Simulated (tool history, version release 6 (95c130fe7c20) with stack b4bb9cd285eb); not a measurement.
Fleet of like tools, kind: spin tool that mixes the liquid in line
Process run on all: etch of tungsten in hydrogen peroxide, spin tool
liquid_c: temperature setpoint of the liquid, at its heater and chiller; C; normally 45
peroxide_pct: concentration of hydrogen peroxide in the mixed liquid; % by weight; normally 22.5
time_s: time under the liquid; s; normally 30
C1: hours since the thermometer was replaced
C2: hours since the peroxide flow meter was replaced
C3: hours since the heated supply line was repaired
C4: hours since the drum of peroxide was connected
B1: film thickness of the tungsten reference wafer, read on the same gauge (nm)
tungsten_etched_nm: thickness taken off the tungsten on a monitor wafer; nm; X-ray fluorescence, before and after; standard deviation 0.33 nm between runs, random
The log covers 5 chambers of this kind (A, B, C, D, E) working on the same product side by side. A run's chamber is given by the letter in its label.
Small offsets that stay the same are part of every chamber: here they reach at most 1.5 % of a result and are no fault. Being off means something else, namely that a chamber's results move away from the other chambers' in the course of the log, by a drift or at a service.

{"run": "1B", "day": 0.171, "liquid_c": 45, "peroxide_pct": 22.5, "time_s": 30, "C1": 821.7, "C2": 53.2, "C3": 1054, "C4": 97.4, "B1": 59.975, "tungsten_etched_nm": 36.865}
{"run": "2A", "day": 0.333, "liquid_c": 45, "peroxide_pct": 22.5, "time_s": 30, "C1": 903.9, "C2": 1077.3, "C3": 731.3, "C4": 138.5, "B1": 59.987, "tungsten_etched_nm": 37.208}
{"run": "3C", "day": 0.538, "liquid_c": 45, "peroxide_pct": 22.5, "time_s": 30, "C1": 726.1, "C2": 310.8, "C3": 336.9, "C4": 917.8, "B1": 59.995, "tungsten_etched_nm": 37.703}
{"run": "4E", "day": 0.729, "liquid_c": 45, "peroxide_pct": 22.5, "time_s": 30, "C1": 1224.3, "C2": 1428.3, "C3": 77.1, "C4": 644.6, "B1": 59.972, "tungsten_etched_nm": 37.747}
{"run": "5D", "day": 0.875, "liquid_c": 38, "peroxide_pct": 22.5, "time_s": 20, "C1": 2079.1, "C2": 1103.3, "C3": 204, "C4": 1111.9, "B1": 60.015, "tungsten_etched_nm": 15.675}
{"run": "6A", "day": 1.088, "liquid_c": 38, "peroxide_pct": 22.5, "time_s": 20, "C1": 922, "C2": 1095.4, "C3": 749.4, "C4": 156.6, "B1": 59.992, "tungsten_etched_nm": 15.959}
{"run": "7C", "day": 1.2, "liquid_c": 38, "peroxide_pct": 22.5, "time_s": 20, "C1": 742, "C2": 326.7, "C3": 352.8, "C4": 933.7, "B1": 59.973, "tungsten_etched_nm": 15.594}
{"run": "8E", "day": 1.404, "liquid_c": 38, "peroxide_pct": 22.5, "time_s": 20, "C1": 1240.5, "C2": 1444.5, "C3": 93.3, "C4": 660.8, "B1": 59.998, "tungsten_etched_nm": 15.86}
{"run": "9B", "day": 1.596, "liquid_c": 38, "peroxide_pct": 22.5, "time_s": 20, "C1": 855.9, "C2": 87.4, "C3": 1088.2, "C4": 131.6, "B1": 59.992, "tungsten_etched_nm": 15.553}
{"run": "10D", "day": 1.738, "liquid_c": 36.5, "peroxide_pct": 18, "time_s": 30, "C1": 2099.8, "C2": 1124, "C3": 224.7, "C4": 1132.6, "B1": 59.975, "tungsten_etched_nm": 18.987}
{"run": "11D", "day": 1.95, "liquid_c": 36.5, "peroxide_pct": 18, "time_s": 30, "C1": 2104.9, "C2": 1129.1, "C3": 229.8, "C4": 1137.7, "B1": 60, "tungsten_etched_nm": 19.198}
{"run": "12C", "day": 2.125, "liquid_c": 36.5, "peroxide_pct": 18, "time_s": 30, "C1": 764.2, "C2": 348.9, "C3": 375, "C4": 955.9, "B1": 59.995, "tungsten_etched_nm": 19.055}
{"run": "13A", "day": 2.258, "liquid_c": 36.5, "peroxide_pct": 18, "time_s": 30, "C1": 950.1, "C2": 1123.5, "C3": 777.5, "C4": 184.7, "B1": 60.009, "tungsten_etched_nm": 19.431}
{"run": "14B", "day": 2.433, "liquid_c": 36.5, "peroxide_pct": 18, "time_s": 30, "C1": 876, "C2": 107.5, "C3": 1108.3, "C4": 151.7, "B1": 59.969, "tungsten_etched_nm": 18.963}
{"run": "15E", "day": 2.575, "liquid_c": 38, "peroxide_pct": 19, "time_s": 30, "C1": 1268.6, "C2": 1472.6, "C3": 121.4, "C4": 688.9, "B1": 60.017, "tungsten_etched_nm": 22.042}
{"day": 2.588, "done": "chamber C: new drum of peroxide connected"}
{"run": "16A", "day": 2.704, "liquid_c": 38, "peroxide_pct": 19, "time_s": 30, "C1": 960.8, "C2": 1134.2, "C3": 788.2, "C4": 195.4, "B1": 59.995, "tungsten_etched_nm": 22.017}
{"run": "17B", "day": 2.912, "liquid_c": 38, "peroxide_pct": 19, "time_s": 30, "C1": 887.5, "C2": 119, "C3": 1119.8, "C4": 163.2, "B1": 59.978, "tungsten_etched_nm": 21.691}
{"run": "18D", "day": 3.054, "liquid_c": 38, "peroxide_pct": 19, "time_s": 30, "C1": 2131.4, "C2": 1155.6, "C3": 256.3, "C4": 1164.2, "B1": 60.01, "tungsten_etched_nm": 21.803}
{"run": "19C", "day": 3.254, "liquid_c": 38, "peroxide_pct": 19, "time_s": 30, "C1": 791.3, "C2": 376, "C3": 402.1, "C4": 16, "B1": 59.995, "tungsten_etched_nm": 21.434}
{"run": "20E", "day": 3.4, "liquid_c": 45, "peroxide_pct": 22.5, "time_s": 30, "C1": 1288.4, "C2": 1492.4, "C3": 141.2, "C4": 708.7, "B1": 60.019, "tungsten_etched_nm": 37.183}
{"run": "21B", "day": 3.579, "liquid_c": 45, "peroxide_pct": 22.5, "time_s": 30, "C1": 903.5, "C2": 135, "C3": 1135.8, "C4": 179.2, "B1": 59.984, "tungsten_etched_nm": 36.814}
{"run": "22D", "day": 3.771, "liquid_c": 45, "peroxide_pct": 22.5, "time_s": 30, "C1": 2148.6, "C2": 1172.8, "C3": 273.5, "C4": 1181.4, "B1": 60.002, "tungsten_etched_nm": 37.644}
{"run": "23E", "day": 3.962, "liquid_c": 51.5, "peroxide_pct": 22.5, "time_s": 30, "C1": 1301.9, "C2": 1505.9, "C3": 154.7, "C4": 722.2, "B1": 60.001, "tungsten_etched_nm": 55.278}
{"run": "24C", "day": 4.062, "liquid_c": 51.5, "peroxide_pct": 22.5, "time_s": 30, "C1": 810.7, "C2": 395.4, "C3": 421.5, "C4": 35.4, "B1": 60.008, "tungsten_etched_nm": 55.685}
{"run": "25A", "day": 4.192, "liquid_c": 51.5, "peroxide_pct": 22.5, "time_s": 30, "C1": 996.5, "C2": 1169.9, "C3": 823.9, "C4": 231.1, "B1": 59.996, "tungsten_etched_nm": 55.123}
{"run": "26B", "day": 4.404, "liquid_c": 51.5, "peroxide_pct": 22.5, "time_s": 30, "C1": 923.3, "C2": 154.8, "C3": 1155.6, "C4": 199, "B1": 59.996, "tungsten_etched_nm": 55.787}
{"run": "27A", "day": 4.5, "liquid_c": 51.5, "peroxide_pct": 22.5, "time_s": 30, "C1": 1003.9, "C2": 1177.3, "C3": 831.3, "C4": 238.5, "B1": 59.992, "tungsten_etched_nm": 55.793}
{"run": "28C", "day": 4.625, "liquid_c": 45, "peroxide_pct": 22.5, "time_s": 30, "C1": 824.2, "C2": 408.9, "C3": 435, "C4": 48.9, "B1": 60.005, "tungsten_etched_nm": 36.951}
{"run": "29D", "day": 4.729, "liquid_c": 45, "peroxide_pct": 22.5, "time_s": 30, "C1": 2171.6, "C2": 1195.8, "C3": 296.5, "C4": 1204.4, "B1": 60.001, "tungsten_etched_nm": 37.019}
{"run": "30E", "day": 4.85, "liquid_c": 45, "peroxide_pct": 22.5, "time_s": 30, "C1": 1323.2, "C2": 1527.2, "C3": 176, "C4": 743.5, "B1": 59.977, "tungsten_etched_nm": 37.137}
{"run": "31E", "day": 4.942, "liquid_c": 45, "peroxide_pct": 22.5, "time_s": 30, "C1": 1325.4, "C2": 1529.4, "C3": 178.2, "C4": 745.7, "B1": 60, "tungsten_etched_nm": 36.89}
{"run": "32C", "day": 5.142, "liquid_c": 45, "peroxide_pct": 22.5, "time_s": 30, "C1": 836.6, "C2": 421.3, "C3": 447.4, "C4": 61.3, "B1": 60.002, "tungsten_etched_nm": 37.315}
{"run": "33B", "day": 5.325, "liquid_c": 45, "peroxide_pct": 22.5, "time_s": 30, "C1": 945.4, "C2": 176.9, "C3": 1177.7, "C4": 221.1, "B1": 60.003, "tungsten_etched_nm": 36.289}

Predict what each chamber gives when all 5 of them run the settings below next.
{"run": "34A", "day": 5.479, "liquid_c": 45, "peroxide_pct": 22.5, "time_s": 30, "tungsten_etched_nm": "?"}
{"run": "34B", "day": 5.479, "liquid_c": 45, "peroxide_pct": 22.5, "time_s": 30, "tungsten_etched_nm": "?"}
{"run": "34C", "day": 5.479, "liquid_c": 45, "peroxide_pct": 22.5, "time_s": 30, "tungsten_etched_nm": "?"}
{"run": "34D", "day": 5.479, "liquid_c": 45, "peroxide_pct": 22.5, "time_s": 30, "tungsten_etched_nm": "?"}
{"run": "34E", "day": 5.479, "liquid_c": 45, "peroxide_pct": 22.5, "time_s": 30, "tungsten_etched_nm": "?"}

run=34A tungsten_etched_nm=37.654
run=34B tungsten_etched_nm=36.515
run=34C tungsten_etched_nm=37.16
run=34D tungsten_etched_nm=37.496
run=34E tungsten_etched_nm=36.902
